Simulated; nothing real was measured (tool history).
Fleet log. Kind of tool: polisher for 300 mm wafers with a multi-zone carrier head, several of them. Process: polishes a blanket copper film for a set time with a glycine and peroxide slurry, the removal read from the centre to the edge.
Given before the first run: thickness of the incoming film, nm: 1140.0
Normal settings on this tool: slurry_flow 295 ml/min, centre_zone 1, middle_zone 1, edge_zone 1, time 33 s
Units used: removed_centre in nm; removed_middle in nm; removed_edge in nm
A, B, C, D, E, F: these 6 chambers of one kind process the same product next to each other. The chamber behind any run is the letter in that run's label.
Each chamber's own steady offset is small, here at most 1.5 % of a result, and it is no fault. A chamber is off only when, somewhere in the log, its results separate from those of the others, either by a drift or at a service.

Run 1C, day 0.171: usual settings. Result: removed_centre 107.54 nm, removed_middle 107.3 nm, removed_edge 108.72 nm.
At day 0.362: chamber E: edge zone pressure recalibrated.
Run 2B, day 0.396: usual settings. Result: removed_centre 109.98 nm, removed_middle 108.65 nm, removed_edge 108.33 nm.
Run 3A, day 0.654: usual settings. Result: removed_centre 107.21 nm, removed_middle 108.08 nm, removed_edge 108.63 nm.
At day 0.683: chamber A: edge zone pressure recalibrated.
Run 4D, day 0.8: usual settings. Result: removed_centre 106.24 nm, removed_middle 105.42 nm, removed_edge 107.46 nm.
Run 5E, day 1.046: usual settings. Result: removed_centre 104.34 nm, removed_middle 106.17 nm, removed_edge 109.1 nm.
At day 1.246: chamber D: centre zone pressure recalibrated.
Run 6F, day 1.312: usual settings. Result: removed_centre 107.94 nm, removed_middle 107.59 nm, removed_edge 106.16 nm.
Run 7D, day 1.446: usual settings. Result: removed_centre 108.94 nm, removed_middle 105.67 nm, removed_edge 109.44 nm.
Run 8A, day 1.675: usual settings. Result: removed_centre 107.68 nm, removed_middle 109.06 nm, removed_edge 109.21 nm.
Run 9E, day 1.946: usual settings. Result: removed_centre 107.31 nm, removed_middle 106.29 nm, removed_edge 107.28 nm.
At day 2.092: chamber D: worn pad replaced by a new one.
At day 2.1: chamber C: worn pad replaced by a new one.
At day 2.158: chamber A: worn pad replaced by a new one.
Run 10C, day 2.175: usual settings. Result: removed_centre 106.79 nm, removed_middle 108.27 nm, removed_edge 107.52 nm.
Run 11F, day 2.396: usual settings. Result: removed_centre 107.08 nm, removed_middle 106.61 nm, removed_edge 105.7 nm.
Run 12B, day 2.542: usual settings. Result: removed_centre 108.63 nm, removed_middle 107.79 nm, removed_edge 108.27 nm.
Run 13F, day 2.712: usual settings but middle_zone 1.06, time 42 s. Result: removed_centre 137.28 nm, removed_middle 143.29 nm, removed_edge 136.31 nm.
Run 14E, day 2.838: usual settings but middle_zone 1.06, time 42 s. Result: removed_centre 137.11 nm, removed_middle 142.27 nm, removed_edge 136.41 nm.
Run 15A, day 3.054: usual settings but middle_zone 1.06, time 42 s. Result: removed_centre 136.35 nm, removed_middle 145.56 nm, removed_edge 137.75 nm.
Run 16C, day 3.312: usual settings but middle_zone 1.06, time 42 s. Result: removed_centre 139.22 nm, removed_middle 144.63 nm, removed_edge 139.15 nm.
At day 3.35: chamber C: centre zone pressure recalibrated.
Run 17D, day 3.496: usual settings but middle_zone 1.06, time 42 s. Result: removed_centre 138.46 nm, removed_middle 144 nm, removed_edge 138.36 nm.
Run 18B, day 3.742: usual settings but middle_zone 1.06, time 42 s. Result: removed_centre 139.53 nm, removed_middle 146.62 nm, removed_edge 138.57 nm.
Run 19B, day 3.95: usual settings. Result: removed_centre 108.78 nm, removed_middle 106.95 nm, removed_edge 107.98 nm.
Run 20E, day 4.146: usual settings. Result: removed_centre 106.87 nm, removed_middle 105.41 nm, removed_edge 108.12 nm.
Run 21D, day 4.371: usual settings. Result: removed_centre 106.4 nm, removed_middle 107.06 nm, removed_edge 109.32 nm.
Run 22A, day 4.542: usual settings. Result: removed_centre 108.45 nm, removed_middle 108.71 nm, removed_edge 108.7 nm.
Run 23F, day 4.717: usual settings. Result: removed_centre 103.69 nm, removed_middle 104.39 nm, removed_edge 103.81 nm.
Run 24C, day 4.842: usual settings. Result: removed_centre 105.45 nm, removed_middle 107.66 nm, removed_edge 108.5 nm.
At day 4.854: chamber E: worn pad replaced by a new one.
Run 25C, day 5.054: usual settings. Result: removed_centre 108.3 nm, removed_middle 106.95 nm, removed_edge 108.21 nm.
Run 26B, day 5.242: usual settings but centre_zone 1.04, edge_zone 1.08. Result: removed_centre 115.68 nm, removed_middle 106.72 nm, removed_edge 113.82 nm.
Run 27F, day 5.5: usual settings but centre_zone 1.04, edge_zone 1.08. Result: removed_centre 107.01 nm, removed_middle 103.82 nm, removed_edge 106.81 nm.
Run 28E, day 5.629: usual settings but centre_zone 1.04, edge_zone 1.08. Result: removed_centre 111.59 nm, removed_middle 105.7 nm, removed_edge 112.03 nm.
Run 29D, day 5.771: usual settings but centre_zone 1.04, edge_zone 1.08. Result: removed_centre 111.49 nm, removed_middle 106.5 nm, removed_edge 113.28 nm.
Run 30A, day 5.942: usual settings but centre_zone 1.04, edge_zone 1.08. Result: removed_centre 112 nm, removed_middle 107.04 nm, removed_edge 112.4 nm.
Run 31E, day 6.196: usual settings but centre_zone 1.04, edge_zone 1.08. Result: removed_centre 112.25 nm, removed_middle 106.86 nm, removed_edge 111.04 nm.
Run 32F, day 6.35: usual settings but slurry_flow 325 ml/min, edge_zone 0.93. Result: removed_centre 101.07 nm, removed_middle 102.07 nm, removed_edge 96.673 nm.
At day 6.412: chamber A: worn pad replaced by a new one.
Run 33C, day 6.625: usual settings but slurry_flow 325 ml/min, edge_zone 0.93. Result: removed_centre 107.96 nm, removed_middle 107.04 nm, removed_edge 106.22 nm.
Run 34A, day 6.758: usual settings but slurry_flow 325 ml/min, edge_zone 0.93. Result: removed_centre 109.21 nm, removed_middle 111.26 nm, removed_edge 104.42 nm.
Run 35B, day 6.967: usual settings but slurry_flow 325 ml/min, edge_zone 0.93. Result: removed_centre 110.09 nm, removed_middle 108 nm, removed_edge 103.83 nm.
Run 36D, day 7.217: usual settings but slurry_flow 325 ml/min, edge_zone 0.93. Result: removed_centre 106.29 nm, removed_middle 107.33 nm, removed_edge 106.14 nm.
Run 37E, day 7.404: usual settings but slurry_flow 325 ml/min, edge_zone 0.93. Result: removed_centre 109.51 nm, removed_middle 107.93 nm, removed_edge 104.47 nm.

Each of the 6 chambers runs these same settings next. Fill in every chamber's results:
Run 38A, day 7.604: usual settings but time 28 s. Result: removed_centre ?, removed_middle ?, removed_edge ?.
Run 38B, day 7.604: usual settings but time 28 s. Result: removed_centre ?, removed_middle ?, removed_edge ?.
Run 38C, day 7.604: usual settings but time 28 s. Result: removed_centre ?, removed_middle ?, removed_edge ?.
Run 38D, day 7.604: usual settings but time 28 s. Result: removed_centre ?, removed_middle ?, removed_edge ?.
Run 38E, day 7.604: usual settings but time 28 s. Result: removed_centre ?, removed_middle ?, removed_edge ?.
Run 38F, day 7.604: usual settings but time 28 s. Result: removed_centre ?, removed_middle ?, removed_edge ?.

run  removed_centre  removed_middle  removed_edge
38A           90.39          92.658        92.436
38B          92.792          90.936        92.102
38C          89.814          92.216        91.988
38D          91.098          90.284        92.207
38E          91.108          91.343        89.952
38F          83.051          83.883        83.245
